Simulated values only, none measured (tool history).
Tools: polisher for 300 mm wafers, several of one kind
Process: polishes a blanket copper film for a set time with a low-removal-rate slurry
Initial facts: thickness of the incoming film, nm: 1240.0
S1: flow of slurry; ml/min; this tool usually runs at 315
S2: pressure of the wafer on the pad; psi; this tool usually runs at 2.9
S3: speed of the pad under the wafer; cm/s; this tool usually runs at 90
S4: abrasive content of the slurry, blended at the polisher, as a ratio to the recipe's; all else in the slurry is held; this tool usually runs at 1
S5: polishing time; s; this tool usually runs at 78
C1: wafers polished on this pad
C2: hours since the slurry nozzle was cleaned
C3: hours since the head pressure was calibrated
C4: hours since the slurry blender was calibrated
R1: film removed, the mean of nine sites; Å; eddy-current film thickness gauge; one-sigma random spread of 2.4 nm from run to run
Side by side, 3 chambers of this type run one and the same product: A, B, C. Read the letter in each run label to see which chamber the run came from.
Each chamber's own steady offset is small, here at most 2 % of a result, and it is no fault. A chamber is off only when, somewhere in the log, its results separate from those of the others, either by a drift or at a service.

run,hour,S1,S2,S3,S4,S5,C1,C2,C3,C4,R1
1A,5.4,315,2.9,90,1,78,823,228.0,902.9,327.2,1738.6
2B,12.9,315,2.9,90,1,78,1052,469.8,70.2,62.2,1737.8
# hour 18.0: chamber A: head pressure recalibrated
3C,18.1,315,2.9,90,1,78,182,57.3,934.2,309.6,1693.7
4B,22.2,315,2.9,90,1,78,1102,479.1,79.5,71.5,1745.3
5A,27.9,315,2.9,90,1,91,944,250.5,9.9,349.7,2012.3
# hour 30.7: chamber B: worn pad replaced by a new one
6C,33.5,315,2.9,90,1,91,265,72.7,949.6,325.0,1996.0
7A,37.6,315,2.9,90,1,91,996,260.2,19.6,359.4,2044.0
8B,46.1,315,2.9,90,1,78,82,503.0,103.4,95.4,1721.4
9C,53.7,315,2.9,90,1,78,373,92.9,969.8,345.2,1657.2
10C,59.9,315,2.9,90,1,78,406,99.1,976.0,351.4,1636.5
11A,68.4,315,2.9,90,1,78,1161,291.0,50.4,390.2,1758.1
12B,76.8,315,2.9,90,1,78,247,533.7,134.1,126.1,1692.2
13C,83.8,315,2.9,90,1,78,534,123.0,999.9,375.3,1580.4
# hour 84.7: chamber A: slurry blender recalibrated
# hour 89.1: chamber C: slurry blender recalibrated
14B,89.4,315,2.9,90,1,78,314,546.3,146.7,138.7,1763.6
# hour 94.0: chamber A: worn pad replaced by a new one
15A,96.1,315,2.9,90,1,78,11,318.7,78.1,11.5,1733.4
16C,104.0,315,2.9,90,1,78,642,143.2,1020.1,14.9,1551.5
17B,109.3,315,3.7,68,1,78,421,566.2,166.6,158.6,1688.1
18A,117.6,315,3.7,68,1,78,126,340.2,99.6,33.0,1664.5
# hour 125.1: chamber B: slurry blender recalibrated
19C,126.2,315,3.7,68,1,78,761,165.4,1042.3,37.1,1491.5
20B,133.4,315,2.9,90,1,78,550,590.3,190.7,8.3,1708.1
21A,139.4,315,2.9,90,1,78,243,362.0,121.4,54.8,1755.7

Has any chamber moved away from the others, gradually or after a service, or does the common gauge drift, or do the chambers differ only by their own small steady offsets? State the chamber and the most likely cause if one applies.

Chamber C drifts away from the others.
Likeliest cause: removal rate lost through wear of the pad, % = 12.3.
From this log alone, it may not be told apart from: head's pressure below its setpoint, %.

Which of the 4 candidates below, each the usual settings with something changed and its results left as question marks, puts chamber C back in line with what the other chambers give on the usual settings?
Maximum distance from the other chambers' mean on the usual settings for a result to count as in line: R1 85.0 Å
22C-1,146.0,315,2.9,96,1,84,,,,,?
22C-2,146.0,310,2.9,78,1,78,,,,,?
22C-3,146.0,310,2.6,82,1,71,,,,,?
22C-4,146.0,315,3.9,90,1,78,,,,,?

On the usual settings, the other chambers give on average: R1 1732.1 Å
run,R1
22C-1,1708.1
22C-2,1287.8
22C-3,1106.3
22C-4,1993.9
22C-1 puts the chamber back in line with the other chambers.

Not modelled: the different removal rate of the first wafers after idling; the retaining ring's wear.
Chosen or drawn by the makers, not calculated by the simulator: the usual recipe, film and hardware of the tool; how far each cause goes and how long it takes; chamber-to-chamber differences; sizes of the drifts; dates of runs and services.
